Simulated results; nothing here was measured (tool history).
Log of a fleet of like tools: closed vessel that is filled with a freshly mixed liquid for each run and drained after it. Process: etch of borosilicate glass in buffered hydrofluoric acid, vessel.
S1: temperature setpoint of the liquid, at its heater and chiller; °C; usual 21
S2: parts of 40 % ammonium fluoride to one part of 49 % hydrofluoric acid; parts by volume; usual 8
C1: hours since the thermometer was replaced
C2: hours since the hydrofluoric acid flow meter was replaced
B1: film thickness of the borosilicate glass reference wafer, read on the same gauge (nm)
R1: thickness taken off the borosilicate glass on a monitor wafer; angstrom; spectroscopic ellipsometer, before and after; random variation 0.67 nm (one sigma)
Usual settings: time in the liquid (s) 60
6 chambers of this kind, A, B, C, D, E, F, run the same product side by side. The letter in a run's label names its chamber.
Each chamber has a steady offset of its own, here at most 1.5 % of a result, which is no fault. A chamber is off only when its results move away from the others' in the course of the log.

run 1E day=0.142 | S1=21 S2=8 time_in_the_liquid_(s)=60 | C1=624.9 C2=715.1 | B1=29.982 | R1=778.49
run 2C day=0.296 | S1=21 S2=8 time_in_the_liquid_(s)=60 | C1=1131.2 C2=687.6 | B1=29.999 | R1=770.62
run 3D day=0.517 | S1=21 S2=8 time_in_the_liquid_(s)=60 | C1=472.1 C2=501.2 | B1=29.975 | R1=776.12
run 4A day=0.75 | S1=21 S2=8 time_in_the_liquid_(s)=60 | C1=958.1 C2=1021.3 | B1=30.022 | R1=763.66
run 5F day=0.908 | S1=21 S2=8 time_in_the_liquid_(s)=60 | C1=1680.8 C2=114 | B1=30.007 | R1=769.27
run 6B day=1.042 | S1=21 S2=8 time_in_the_liquid_(s)=60 | C1=759.7 C2=118.6 | B1=30.004 | R1=772.98
run 7E day=1.304 | S1=21 S2=8 time_in_the_liquid_(s)=60 | C1=652.8 C2=743 | B1=29.99 | R1=772.52
run 8F day=1.538 | S1=21 S2=8 time_in_the_liquid_(s)=60 | C1=1695.9 C2=129.1 | B1=30 | R1=771.14
run 9D day=1.671 | S1=21 S2=8 time_in_the_liquid_(s)=60 | C1=499.8 C2=528.9 | B1=29.998 | R1=777.45
run 10B day=1.892 | S1=18 S2=8 time_in_the_liquid_(s)=50 | C1=780.1 C2=139 | B1=29.993 | R1=546.94
run 11C day=2.092 | S1=18 S2=8 time_in_the_liquid_(s)=50 | C1=1174.3 C2=730.7 | B1=30.006 | R1=542.29
run 12A day=2.371 | S1=18 S2=8 time_in_the_liquid_(s)=50 | C1=997 C2=1060.2 | B1=29.989 | R1=535.57
run 13D day=2.567 | S1=18 S2=8 time_in_the_liquid_(s)=50 | C1=521.3 C2=550.4 | B1=30.006 | R1=542.2
run 14B day=2.783 | S1=18 S2=8 time_in_the_liquid_(s)=50 | C1=801.5 C2=160.4 | B1=30.036 | R1=560.13
run 15E day=3.004 | S1=18 S2=8 time_in_the_liquid_(s)=50 | C1=693.6 C2=783.8 | B1=29.999 | R1=550.58
run 16F day=3.15 | S1=24 S2=7 time_in_the_liquid_(s)=60 | C1=1734.6 C2=167.8 | B1=30.005 | R1=1064.2
run 17C day=3.288 | S1=24 S2=7 time_in_the_liquid_(s)=60 | C1=1203 C2=759.4 | B1=29.995 | R1=1078.6
run 18A day=3.529 | S1=24 S2=7 time_in_the_liquid_(s)=60 | C1=1024.8 C2=1088 | B1=29.987 | R1=1039.3
run 19A day=3.792 | S1=24 S2=7 time_in_the_liquid_(s)=60 | C1=1031.1 C2=1094.3 | B1=30.001 | R1=1033
run 20F day=4.062 | S1=24 S2=7 time_in_the_liquid_(s)=60 | C1=1756.5 C2=189.7 | B1=30.021 | R1=1063.2
run 21B day=4.342 | S1=24 S2=7 time_in_the_liquid_(s)=60 | C1=838.9 C2=197.8 | B1=29.985 | R1=1105.5
run 22D day=4.471 | S1=21 S2=8 time_in_the_liquid_(s)=60 | C1=567 C2=596.1 | B1=29.972 | R1=760.08
run 23C day=4.662 | S1=21 S2=8 time_in_the_liquid_(s)=60 | C1=1236 C2=792.4 | B1=29.998 | R1=781.57
run 24E day=4.817 | S1=21 S2=6 time_in_the_liquid_(s)=30 | C1=737.1 C2=827.3 | B1=30.017 | R1=515.58
run 25B day=5.029 | S1=21 S2=6 time_in_the_liquid_(s)=30 | C1=855.4 C2=214.3 | B1=30.016 | R1=544.96
run 26E day=5.171 | S1=21 S2=6 time_in_the_liquid_(s)=30 | C1=745.6 C2=835.8 | B1=29.993 | R1=521.88
run 27C day=5.358 | S1=21 S2=6 time_in_the_liquid_(s)=30 | C1=1252.7 C2=809.1 | B1=30.008 | R1=513.81
run 28D day=5.496 | S1=21 S2=6 time_in_the_liquid_(s)=30 | C1=591.6 C2=620.7 | B1=29.999 | R1=517.18
run 29A day=5.679 | S1=21 S2=6 time_in_the_liquid_(s)=30 | C1=1076.4 C2=1139.6 | B1=30.001 | R1=510.73
run 30F day=5.85 | S1=21 S2=8 time_in_the_liquid_(s)=60 | C1=1799.4 C2=232.6 | B1=30.032 | R1=774.12
run 31B day=6.079 | S1=21 S2=8 time_in_the_liquid_(s)=60 | C1=880.6 C2=239.5 | B1=29.996 | R1=822.24
run 32E day=6.354 | S1=21 S2=8 time_in_the_liquid_(s)=60 | C1=774 C2=864.2 | B1=30.009 | R1=759.43
run 33F day=6.546 | S1=21 S2=8 time_in_the_liquid_(s)=60 | C1=1816.1 C2=249.3 | B1=29.964 | R1=774.88
-- day=6.708 chamber C: hydrofluoric acid flow meter replaced
run 34C day=6.767 | S1=21 S2=8 time_in_the_liquid_(s)=60 | C1=1286.5 C2=1.4 | B1=29.975 | R1=777.73
run 35A day=6.917 | S1=21 S2=8 time_in_the_liquid_(s)=60 | C1=1106.1 C2=1169.3 | B1=30 | R1=763.13
run 36D day=7.1 | S1=21 S2=8 time_in_the_liquid_(s)=60 | C1=630.1 C2=659.2 | B1=30.016 | R1=770.68
run 37B day=7.292 | S1=21 S2=8 time_in_the_liquid_(s)=60 | C1=909.7 C2=268.6 | B1=29.978 | R1=841.64
run 38F day=7.525 | S1=21 S2=8 time_in_the_liquid_(s)=60 | C1=1839.6 C2=272.8 | B1=30.024 | R1=780.77
run 39E day=7.721 | S1=21 S2=7 time_in_the_liquid_(s)=60 | C1=806.8 C2=897 | B1=30.009 | R1=914.14
run 40D day=7.875 | S1=21 S2=7 time_in_the_liquid_(s)=60 | C1=648.7 C2=677.8 | B1=30.006 | R1=900.12
run 41A day=8.146 | S1=21 S2=7 time_in_the_liquid_(s)=60 | C1=1135.6 C2=1198.8 | B1=29.984 | R1=882.1
run 42C day=8.375 | S1=21 S2=7 time_in_the_liquid_(s)=60 | C1=1325.1 C2=40 | B1=30.017 | R1=905.48
run 43E day=8.55 | S1=21 S2=7 time_in_the_liquid_(s)=60 | C1=826.7 C2=916.9 | B1=29.99 | R1=904.18
run 44F day=8.842 | S1=21 S2=7 time_in_the_liquid_(s)=60 | C1=1871.2 C2=304.4 | B1=29.998 | R1=917.37

What goes on in this fleet: one chamber off, a drifting gauge, or nothing beyond the chambers' own small offsets? Name the chamber and the cause, if any.

Chamber B drifts away from the others.
Cause: liquid hotter than its thermometer reads (K) = 1.92.
The log may not tell that from: hydrofluoric acid flow above the setpoint (%).

Here are 4 candidates for chamber B's next run, each the usual settings with a change, their results left as question marks. Which one brings its results back in line with what the others give on the usual settings?
In line means no further than this from the other chambers' mean on the usual settings: R1 24 angstrom
run 45B-1 day=9.058 | S1=23 S2=8 time_in_the_liquid_(s)=60 | R1=?
run 45B-2 day=9.058 | S1=21 S2=7.5 time_in_the_liquid_(s)=70 | R1=?
run 45B-3 day=9.058 | S1=20.5 S2=8 time_in_the_liquid_(s)=55 | R1=?
run 45B-4 day=9.058 | S1=20 S2=8 time_in_the_liquid_(s)=50 | R1=?

The other chambers' mean on the usual settings: R1 772.24 angstrom
run=45B-1 R1=958.01
run=45B-2 R1=1078.7
run=45B-3 R1=769.61
run=45B-4 R1=681.05
45B-3 brings the chamber back in line.
